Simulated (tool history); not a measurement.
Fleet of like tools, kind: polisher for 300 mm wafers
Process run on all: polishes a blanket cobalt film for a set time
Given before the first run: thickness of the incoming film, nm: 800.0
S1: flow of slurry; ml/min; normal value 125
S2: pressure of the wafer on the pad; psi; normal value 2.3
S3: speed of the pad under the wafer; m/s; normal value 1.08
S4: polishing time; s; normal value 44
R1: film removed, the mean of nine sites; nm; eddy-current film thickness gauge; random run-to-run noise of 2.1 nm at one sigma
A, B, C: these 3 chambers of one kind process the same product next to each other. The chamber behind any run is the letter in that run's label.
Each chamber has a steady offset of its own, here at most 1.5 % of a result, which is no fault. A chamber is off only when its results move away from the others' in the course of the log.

Run 1C, day 0.233: usual settings. Result: R1 307.94 nm.
Run 2B, day 0.567: usual settings. Result: R1 303.01 nm.
Run 3A, day 0.883: usual settings. Result: R1 298.82 nm.
Run 4A, day 1.079: usual settings. Result: R1 301.11 nm.
Run 5C, day 1.4: usual settings. Result: R1 309.16 nm.
Run 6B, day 1.779: usual settings. Result: R1 305.05 nm.
At day 1.867: chamber B: worn pad replaced by a new one.
Run 7B, day 2.142: usual settings. Result: R1 304.64 nm.
Run 8A, day 2.446: usual settings but S2 1.9 psi, S3 0.78 m/s. Result: R1 178.48 nm.
At day 2.567: chamber C: worn pad replaced by a new one.
Run 9C, day 2.746: usual settings but S2 1.9 psi, S3 0.78 m/s. Result: R1 183.3 nm.
At day 2.971: chamber A: worn pad replaced by a new one.
Run 10B, day 3.083: usual settings but S2 1.9 psi, S3 0.78 m/s. Result: R1 181.47 nm.
Run 11A, day 3.4: usual settings. Result: R1 299.63 nm.
Run 12C, day 3.608: usual settings. Result: R1 308.52 nm.
Run 13C, day 3.883: usual settings. Result: R1 308.21 nm.
Run 14A, day 4.2: usual settings. Result: R1 298.33 nm.
Run 15B, day 4.45: usual settings but S2 3 psi, S3 1.42 m/s. Result: R1 521.15 nm.
Run 16B, day 4.758: usual settings but S2 3 psi, S3 1.42 m/s. Result: R1 526.44 nm.
At day 4.883: chamber B: worn pad replaced by a new one.
Run 17A, day 5.104: usual settings but S2 3 psi, S3 1.42 m/s. Result: R1 510.23 nm.
Run 18C, day 5.3: usual settings. Result: R1 306.89 nm.
Run 19B, day 5.646: usual settings. Result: R1 302.86 nm.
At day 5.721: chamber A: worn pad replaced by a new one.
Run 20A, day 5.962: usual settings. Result: R1 297.57 nm.
Run 21C, day 6.229: usual settings. Result: R1 305.81 nm.
Run 22C, day 6.638: usual settings but S1 85 ml/min. Result: R1 276.36 nm.
At day 7.046: chamber C: worn pad replaced by a new one.
Run 23A, day 7.05: usual settings but S1 85 ml/min. Result: R1 265.34 nm.
Run 24B, day 7.467: usual settings but S1 85 ml/min. Result: R1 275.26 nm.
Run 25B, day 7.775: usual settings. Result: R1 304.16 nm.
Run 26C, day 8.079: usual settings. Result: R1 310.35 nm.
At day 8.204: chamber A: worn pad replaced by a new one.
At day 8.271: chamber B: worn pad replaced by a new one.
Run 27A, day 8.308: usual settings. Result: R1 290.49 nm.
Run 28A, day 8.625: usual settings. Result: R1 290.39 nm.
At day 8.858: chamber C: slurry nozzle cleaned.
Run 29C, day 8.904: usual settings. Result: R1 305.5 nm.
Run 30B, day 9.121: usual settings. Result: R1 303.79 nm.
Run 31A, day 9.442: usual settings. Result: R1 291.32 nm.
Run 32C, day 9.675: usual settings. Result: R1 308.97 nm.
Run 33B, day 10.046: usual settings. Result: R1 303.47 nm.
Run 34B, day 10.258: usual settings. Result: R1 305.23 nm.
Run 35C, day 10.496: usual settings but S3 0.9 m/s, S4 30 s. Result: R1 173.7 nm.
Run 36A, day 10.767: usual settings but S3 0.9 m/s, S4 30 s. Result: R1 162.77 nm.
At day 10.871: chamber A: worn pad replaced by a new one.
At day 10.925: chamber B: worn pad replaced by a new one.
Run 37C, day 10.958: usual settings but S3 0.9 m/s, S4 30 s. Result: R1 174.58 nm.
Run 38A, day 11.354: usual settings. Result: R1 285.82 nm.
Run 39B, day 11.546: usual settings. Result: R1 304.06 nm.

Is one chamber off against the others, does the gauge drift, or is nothing wrong? If a chamber is off, say which, and what the likeliest cause is.

Little by little, chamber A moves away from the other chambers.
Likeliest cause: slurry flow missing at the pad, % = 24.2.
The log may not separate it from: head's pressure below its setpoint, %.

Chamber A could run next with any of the 4 candidate recipes listed below; each alters the usual settings, and their results appear as question marks. Which one brings its results back in line with what the other chambers deliver on the usual settings?
Allowed miss from the other chambers' usual-settings mean, per result, to count as in line: R1 7.4 nm
Run 40A-1, day 11.85: usual settings but S2 2.4 psi, S3 1.12 m/s, S4 46 s. Result: R1 ?.
Run 40A-2, day 11.85: usual settings but S2 2.2 psi, S3 1 m/s. Result: R1 ?.
Run 40A-3, day 11.85: usual settings but S1 170 ml/min. Result: R1 ?.
Run 40A-4, day 11.85: usual settings but S2 2.2 psi, S3 1.04 m/s. Result: R1 ?.

Usual-settings mean across the other chambers: R1 304.46 nm
  run      R1
40A-1   321.3
40A-2  251.91
40A-3  304.59
40A-4  261.93
40A-3 puts the chamber back in line with the other chambers.

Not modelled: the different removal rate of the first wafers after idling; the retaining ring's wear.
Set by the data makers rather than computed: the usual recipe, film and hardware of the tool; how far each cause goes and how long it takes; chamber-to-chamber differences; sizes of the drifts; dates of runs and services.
